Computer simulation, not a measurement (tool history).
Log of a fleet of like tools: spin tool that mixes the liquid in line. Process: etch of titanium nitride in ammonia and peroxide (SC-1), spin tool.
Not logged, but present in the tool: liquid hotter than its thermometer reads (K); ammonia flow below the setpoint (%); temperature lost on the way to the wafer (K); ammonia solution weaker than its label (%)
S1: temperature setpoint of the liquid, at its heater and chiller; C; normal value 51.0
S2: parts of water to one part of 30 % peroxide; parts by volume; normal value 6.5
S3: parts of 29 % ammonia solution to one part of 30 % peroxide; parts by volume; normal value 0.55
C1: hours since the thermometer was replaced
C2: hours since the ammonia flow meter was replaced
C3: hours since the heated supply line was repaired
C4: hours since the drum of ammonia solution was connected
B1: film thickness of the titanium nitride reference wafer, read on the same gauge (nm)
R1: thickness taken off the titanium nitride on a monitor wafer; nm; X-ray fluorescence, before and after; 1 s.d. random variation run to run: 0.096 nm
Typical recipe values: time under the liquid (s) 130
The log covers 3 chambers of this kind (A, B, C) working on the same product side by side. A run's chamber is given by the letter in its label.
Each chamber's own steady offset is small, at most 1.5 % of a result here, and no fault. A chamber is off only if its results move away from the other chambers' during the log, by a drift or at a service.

{"run": "1B", "day": 0.15, "S1": 51.0, "S2": 6.5, "S3": 0.55, "time under the liquid (s)": 130, "C1": 812.5, "C2": 128.9, "C3": 1633.8, "C4": 298.7, "B1": 150.0, "R1": 17.595}
{"run": "2A", "day": 0.288, "S1": 51.0, "S2": 6.5, "S3": 0.55, "time under the liquid (s)": 130, "C1": 629.2, "C2": 632.7, "C3": 29.3, "C4": 19.3, "B1": 150.02, "R1": 17.268}
{"run": "3C", "day": 0.433, "S1": 51.0, "S2": 6.5, "S3": 0.55, "time under the liquid (s)": 130, "C1": 252.9, "C2": 228.2, "C3": 366.3, "C4": 260.1, "B1": 150.0, "R1": 17.345}
{"day": 0.517, "done": "chamber C: new drum of ammonia solution connected"}
{"run": "4C", "day": 0.554, "S1": 51.0, "S2": 6.5, "S3": 0.55, "time under the liquid (s)": 130, "C1": 255.8, "C2": 231.1, "C3": 369.2, "C4": 0.9, "B1": 150.01, "R1": 17.484}
{"run": "5A", "day": 0.742, "S1": 51.0, "S2": 6.5, "S3": 0.55, "time under the liquid (s)": 130, "C1": 640.1, "C2": 643.6, "C3": 40.2, "C4": 30.2, "B1": 149.98, "R1": 17.259}
{"run": "6B", "day": 0.862, "S1": 51.0, "S2": 5.0, "S3": 0.55, "time under the liquid (s)": 160, "C1": 829.6, "C2": 146.0, "C3": 1650.9, "C4": 315.8, "B1": 150.0, "R1": 24.281}
{"run": "7A", "day": 0.996, "S1": 51.0, "S2": 5.0, "S3": 0.55, "time under the liquid (s)": 160, "C1": 646.2, "C2": 649.7, "C3": 46.3, "C4": 36.3, "B1": 150.02, "R1": 24.038}
{"run": "8B", "day": 1.2, "S1": 51.0, "S2": 5.0, "S3": 0.55, "time under the liquid (s)": 160, "C1": 837.7, "C2": 154.1, "C3": 1659.0, "C4": 323.9, "B1": 150.01, "R1": 24.371}
{"run": "9C", "day": 1.312, "S1": 51.0, "S2": 6.5, "S3": 0.55, "time under the liquid (s)": 130, "C1": 274.0, "C2": 249.3, "C3": 387.4, "C4": 19.1, "B1": 150.02, "R1": 17.429}
{"run": "10C", "day": 1.412, "S1": 51.0, "S2": 6.5, "S3": 0.55, "time under the liquid (s)": 130, "C1": 276.4, "C2": 251.7, "C3": 389.8, "C4": 21.5, "B1": 149.98, "R1": 17.517}
{"run": "11A", "day": 1.525, "S1": 51.0, "S2": 6.5, "S3": 0.55, "time under the liquid (s)": 130, "C1": 658.9, "C2": 662.4, "C3": 59.0, "C4": 49.0, "B1": 150.0, "R1": 17.231}
{"run": "12B", "day": 1.717, "S1": 51.0, "S2": 6.5, "S3": 0.55, "time under the liquid (s)": 130, "C1": 850.1, "C2": 166.5, "C3": 1671.4, "C4": 336.3, "B1": 150.01, "R1": 17.213}
{"run": "13C", "day": 1.908, "S1": 51.0, "S2": 6.5, "S3": 0.55, "time under the liquid (s)": 130, "C1": 288.3, "C2": 263.6, "C3": 401.7, "C4": 33.4, "B1": 149.98, "R1": 17.274}
{"run": "14A", "day": 2.121, "S1": 51.0, "S2": 6.5, "S3": 0.55, "time under the liquid (s)": 130, "C1": 673.2, "C2": 676.7, "C3": 73.3, "C4": 63.3, "B1": 150.0, "R1": 17.515}
{"run": "15B", "day": 2.275, "S1": 51.0, "S2": 6.5, "S3": 0.55, "time under the liquid (s)": 130, "C1": 863.5, "C2": 179.9, "C3": 1684.8, "C4": 349.7, "B1": 150.01, "R1": 17.174}
{"run": "16C", "day": 2.475, "S1": 51.0, "S2": 6.5, "S3": 0.55, "time under the liquid (s)": 60, "C1": 301.9, "C2": 277.2, "C3": 415.3, "C4": 47.0, "B1": 149.98, "R1": 8.0942}
{"run": "17B", "day": 2.596, "S1": 51.0, "S2": 6.5, "S3": 0.55, "time under the liquid (s)": 60, "C1": 871.2, "C2": 187.6, "C3": 1692.5, "C4": 357.4, "B1": 150.01, "R1": 7.9137}
{"run": "18A", "day": 2.767, "S1": 51.0, "S2": 6.5, "S3": 0.55, "time under the liquid (s)": 60, "C1": 688.7, "C2": 692.2, "C3": 88.8, "C4": 78.8, "B1": 149.99, "R1": 8.0059}
{"run": "19C", "day": 2.921, "S1": 51.0, "S2": 6.5, "S3": 0.55, "time under the liquid (s)": 130, "C1": 312.6, "C2": 287.9, "C3": 426.0, "C4": 57.7, "B1": 150.01, "R1": 17.411}
{"run": "20A", "day": 3.042, "S1": 51.0, "S2": 6.5, "S3": 0.55, "time under the liquid (s)": 130, "C1": 695.3, "C2": 698.8, "C3": 95.4, "C4": 85.4, "B1": 150.0, "R1": 17.345}
{"run": "21B", "day": 3.146, "S1": 51.0, "S2": 6.5, "S3": 0.55, "time under the liquid (s)": 130, "C1": 884.4, "C2": 200.8, "C3": 1705.7, "C4": 370.6, "B1": 150.01, "R1": 17.16}
{"run": "22B", "day": 3.262, "S1": 51.0, "S2": 6.5, "S3": 0.55, "time under the liquid (s)": 130, "C1": 887.2, "C2": 203.6, "C3": 1708.5, "C4": 373.4, "B1": 150.0, "R1": 17.198}
{"run": "23A", "day": 3.475, "S1": 58.0, "S2": 6.5, "S3": 0.55, "time under the liquid (s)": 130, "C1": 705.7, "C2": 709.2, "C3": 105.8, "C4": 95.8, "B1": 150.02, "R1": 28.071}
{"run": "24C", "day": 3.571, "S1": 58.0, "S2": 6.5, "S3": 0.55, "time under the liquid (s)": 130, "C1": 328.2, "C2": 303.5, "C3": 441.6, "C4": 73.3, "B1": 150.03, "R1": 27.776}
{"run": "25A", "day": 3.779, "S1": 58.0, "S2": 6.5, "S3": 0.55, "time under the liquid (s)": 130, "C1": 713.0, "C2": 716.5, "C3": 113.1, "C4": 103.1, "B1": 149.99, "R1": 27.996}
{"day": 3.85, "done": "chamber B: new drum of ammonia solution connected"}
{"run": "26B", "day": 3.883, "S1": 51.0, "S2": 6.5, "S3": 0.55, "time under the liquid (s)": 130, "C1": 902.1, "C2": 218.5, "C3": 1723.4, "C4": 0.9, "B1": 150.01, "R1": 17.017}
{"run": "27C", "day": 4.075, "S1": 51.0, "S2": 6.5, "S3": 0.55, "time under the liquid (s)": 130, "C1": 340.3, "C2": 315.6, "C3": 453.7, "C4": 85.4, "B1": 149.98, "R1": 17.414}
{"run": "28C", "day": 4.192, "S1": 51.0, "S2": 6.5, "S3": 0.55, "time under the liquid (s)": 130, "C1": 343.1, "C2": 318.4, "C3": 456.5, "C4": 88.2, "B1": 149.99, "R1": 17.338}
{"run": "29A", "day": 4.317, "S1": 51.0, "S2": 6.5, "S3": 0.55, "time under the liquid (s)": 130, "C1": 725.9, "C2": 729.4, "C3": 126.0, "C4": 116.0, "B1": 149.99, "R1": 17.32}
{"run": "30B", "day": 4.467, "S1": 51.0, "S2": 6.5, "S3": 0.55, "time under the liquid (s)": 130, "C1": 916.1, "C2": 232.5, "C3": 1737.4, "C4": 14.9, "B1": 149.98, "R1": 16.777}
{"run": "31C", "day": 4.567, "S1": 51.0, "S2": 6.5, "S3": 0.55, "time under the liquid (s)": 130, "C1": 352.1, "C2": 327.4, "C3": 465.5, "C4": 97.2, "B1": 149.99, "R1": 17.29}
{"run": "32B", "day": 4.708, "S1": 51.0, "S2": 6.5, "S3": 0.55, "time under the liquid (s)": 130, "C1": 921.9, "C2": 238.3, "C3": 1743.2, "C4": 20.7, "B1": 150.0, "R1": 16.667}
{"run": "33A", "day": 4.808, "S1": 51.0, "S2": 6.5, "S3": 0.55, "time under the liquid (s)": 130, "C1": 737.7, "C2": 741.2, "C3": 137.8, "C4": 127.8, "B1": 149.99, "R1": 17.351}
{"run": "34C", "day": 4.912, "S1": 51.0, "S2": 5.0, "S3": 0.55, "time under the liquid (s)": 130, "C1": 360.4, "C2": 335.7, "C3": 473.8, "C4": 105.5, "B1": 149.98, "R1": 19.51}
{"run": "35B", "day": 5.05, "S1": 51.0, "S2": 5.0, "S3": 0.55, "time under the liquid (s)": 130, "C1": 930.1, "C2": 246.5, "C3": 1751.4, "C4": 28.9, "B1": 150.01, "R1": 18.939}
{"run": "36A", "day": 5.208, "S1": 51.0, "S2": 5.0, "S3": 0.55, "time under the liquid (s)": 130, "C1": 747.3, "C2": 750.8, "C3": 147.4, "C4": 137.4, "B1": 149.99, "R1": 19.711}
{"run": "37C", "day": 5.404, "S1": 51.0, "S2": 6.5, "S3": 0.55, "time under the liquid (s)": 130, "C1": 372.2, "C2": 347.5, "C3": 485.6, "C4": 117.3, "B1": 149.98, "R1": 17.351}
{"run": "38B", "day": 5.567, "S1": 51.0, "S2": 6.5, "S3": 0.55, "time under the liquid (s)": 130, "C1": 942.5, "C2": 258.9, "C3": 1763.8, "C4": 41.3, "B1": 150.0, "R1": 16.592}
{"run": "39A", "day": 5.679, "S1": 51.0, "S2": 6.5, "S3": 0.55, "time under the liquid (s)": 130, "C1": 758.6, "C2": 762.1, "C3": 158.7, "C4": 148.7, "B1": 149.98, "R1": 17.35}

Each of the 3 chambers runs these same settings next. Fill in every chamber's results:
{"run": "40A", "day": 5.838, "S1": 44.5, "S2": 6.5, "S3": 0.55, "time under the liquid (s)": 130, "R1": "?"}
{"run": "40B", "day": 5.838, "S1": 44.5, "S2": 6.5, "S3": 0.55, "time under the liquid (s)": 130, "R1": "?"}
{"run": "40C", "day": 5.838, "S1": 44.5, "S2": 6.5, "S3": 0.55, "time under the liquid (s)": 130, "R1": "?"}

run=40A R1=10.8540
run=40B R1=10.3400
run=40C R1=10.9250
